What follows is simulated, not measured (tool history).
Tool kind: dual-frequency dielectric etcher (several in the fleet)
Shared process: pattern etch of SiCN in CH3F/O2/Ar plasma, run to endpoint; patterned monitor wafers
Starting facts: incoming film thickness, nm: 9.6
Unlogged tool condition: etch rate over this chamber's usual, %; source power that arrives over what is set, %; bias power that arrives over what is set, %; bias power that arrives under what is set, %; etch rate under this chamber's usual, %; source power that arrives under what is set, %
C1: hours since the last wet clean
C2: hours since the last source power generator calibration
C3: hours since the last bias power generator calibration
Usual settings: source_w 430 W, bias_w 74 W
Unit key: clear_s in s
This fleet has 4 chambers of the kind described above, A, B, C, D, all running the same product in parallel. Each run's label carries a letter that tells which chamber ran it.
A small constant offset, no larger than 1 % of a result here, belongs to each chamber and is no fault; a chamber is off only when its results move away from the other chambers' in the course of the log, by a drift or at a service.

run 1B hour=8.4 | source_w=430 bias_w=74 | C1=318.5 C2=2082.0 C3=1064.4 | clear_s=24.546
run 2D hour=21.8 | source_w=430 bias_w=74 | C1=308.8 C2=3614.0 C3=1048.6 | clear_s=24.789
run 3C hour=33.4 | source_w=430 bias_w=74 | C1=232.2 C2=4449.3 C3=2402.0 | clear_s=24.687
run 4A hour=47.9 | source_w=430 bias_w=74 | C1=196.5 C2=904.6 C3=3837.2 | clear_s=24.418
run 5A hour=59.7 | source_w=500 bias_w=74 | C1=208.3 C2=916.4 C3=3849.0 | clear_s=23.116
-- hour=68.3 chamber D: source power generator calibrated
run 6C hour=73.4 | source_w=500 bias_w=74 | C1=272.2 C2=4489.3 C3=2442.0 | clear_s=23.166
run 7B hour=80.2 | source_w=500 bias_w=74 | C1=390.3 C2=2153.8 C3=1136.2 | clear_s=23.304
-- hour=82.9 chamber B: wet clean of the chamber
run 8D hour=90.2 | source_w=500 bias_w=74 | C1=377.2 C2=22.0 C3=1117.0 | clear_s=23.332
-- hour=92.1 chamber C: source power generator calibrated
run 9A hour=96.6 | source_w=430 bias_w=74 | C1=245.2 C2=953.3 C3=3885.9 | clear_s=24.436
run 10C hour=104.0 | source_w=430 bias_w=74 | C1=302.8 C2=12.0 C3=2472.6 | clear_s=24.602
run 11D hour=117.0 | source_w=430 bias_w=74 | C1=404.0 C2=48.8 C3=1143.8 | clear_s=24.761
-- hour=122.9 chamber A: bias power generator calibrated
run 12B hour=131.0 | source_w=430 bias_w=74 | C1=48.2 C2=2204.6 C3=1187.0 | clear_s=24.915
run 13C hour=142.9 | source_w=430 bias_w=74 | C1=341.7 C2=50.9 C3=2511.5 | clear_s=24.647
-- hour=143.6 chamber D: wet clean of the chamber
run 14B hour=151.6 | source_w=430 bias_w=74 | C1=68.8 C2=2225.2 C3=1207.6 | clear_s=24.694
run 15A hour=165.4 | source_w=380 bias_w=83 | C1=314.0 C2=1022.1 C3=42.6 | clear_s=24.426
run 16D hour=174.7 | source_w=380 bias_w=83 | C1=31.1 C2=106.5 C3=1201.5 | clear_s=25.676
run 17C hour=182.1 | source_w=380 bias_w=83 | C1=380.9 C2=90.1 C3=2550.7 | clear_s=24.808
run 18A hour=190.3 | source_w=380 bias_w=83 | C1=338.9 C2=1047.0 C3=67.5 | clear_s=24.662
run 19D hour=197.5 | source_w=430 bias_w=74 | C1=53.9 C2=129.3 C3=1224.3 | clear_s=25.441
run 20B hour=206.7 | source_w=430 bias_w=74 | C1=123.9 C2=2280.3 C3=1262.7 | clear_s=24.453
run 21B hour=218.3 | source_w=430 bias_w=74 | C1=135.5 C2=2291.9 C3=1274.3 | clear_s=24.664
run 22A hour=228.8 | source_w=430 bias_w=74 | C1=377.4 C2=1085.5 C3=106.0 | clear_s=24.267
run 23C hour=239.5 | source_w=390 bias_w=60 | C1=438.3 C2=147.5 C3=2608.1 | clear_s=27.363
-- hour=244.4 chamber B: source power generator calibrated
run 24D hour=247.8 | source_w=390 bias_w=60 | C1=104.2 C2=179.6 C3=1274.6 | clear_s=28.368
run 25D hour=261.8 | source_w=390 bias_w=60 | C1=118.2 C2=193.6 C3=1288.6 | clear_s=28.265
run 26B hour=273.2 | source_w=390 bias_w=60 | C1=190.4 C2=28.9 C3=1329.2 | clear_s=27.655
run 27A hour=285.5 | source_w=430 bias_w=74 | C1=434.1 C2=1142.2 C3=162.7 | clear_s=24.573
-- hour=296.2 chamber C: wet clean of the chamber
run 28C hour=296.9 | source_w=430 bias_w=74 | C1=0.8 C2=204.9 C3=2665.5 | clear_s=24.571
run 29D hour=309.0 | source_w=430 bias_w=89 | C1=165.4 C2=240.8 C3=1335.8 | clear_s=24.009
run 30B hour=322.1 | source_w=430 bias_w=89 | C1=239.3 C2=77.8 C3=1378.1 | clear_s=22.940
run 31C hour=330.9 | source_w=430 bias_w=89 | C1=34.8 C2=238.9 C3=2699.5 | clear_s=22.955
run 32A hour=340.6 | source_w=430 bias_w=89 | C1=489.2 C2=1197.3 C3=217.8 | clear_s=22.909
run 33D hour=350.0 | source_w=430 bias_w=74 | C1=206.4 C2=281.8 C3=1376.8 | clear_s=25.531
run 34C hour=360.7 | source_w=430 bias_w=74 | C1=64.6 C2=268.7 C3=2729.3 | clear_s=24.494
run 35B hour=369.5 | source_w=430 bias_w=57 | C1=286.7 C2=125.2 C3=1425.5 | clear_s=27.037
run 36A hour=377.0 | source_w=430 bias_w=57 | C1=525.6 C2=1233.7 C3=254.2 | clear_s=26.785
run 37C hour=390.7 | source_w=430 bias_w=57 | C1=94.6 C2=298.7 C3=2759.3 | clear_s=26.769
run 38A hour=399.4 | source_w=430 bias_w=57 | C1=548.0 C2=1256.1 C3=276.6 | clear_s=26.731
run 39D hour=410.5 | source_w=430 bias_w=74 | C1=266.9 C2=342.3 C3=1437.3 | clear_s=25.474
run 40B hour=421.6 | source_w=430 bias_w=74 | C1=338.8 C2=177.3 C3=1477.6 | clear_s=24.555
run 41C hour=431.3 | source_w=430 bias_w=74 | C1=135.2 C2=339.3 C3=2799.9 | clear_s=24.565

All chambers now run identical settings, listed one chamber a line with results as question marks. What results will each chamber show?
run 42A hour=441.8 | source_w=430 bias_w=74 | clear_s=?
run 42B hour=441.8 | source_w=430 bias_w=74 | clear_s=?
run 42C hour=441.8 | source_w=430 bias_w=74 | clear_s=?
run 42D hour=441.8 | source_w=430 bias_w=74 | clear_s=?

run=42A clear_s=24.637
run=42B clear_s=24.527
run=42C clear_s=24.548
run=42D clear_s=25.462

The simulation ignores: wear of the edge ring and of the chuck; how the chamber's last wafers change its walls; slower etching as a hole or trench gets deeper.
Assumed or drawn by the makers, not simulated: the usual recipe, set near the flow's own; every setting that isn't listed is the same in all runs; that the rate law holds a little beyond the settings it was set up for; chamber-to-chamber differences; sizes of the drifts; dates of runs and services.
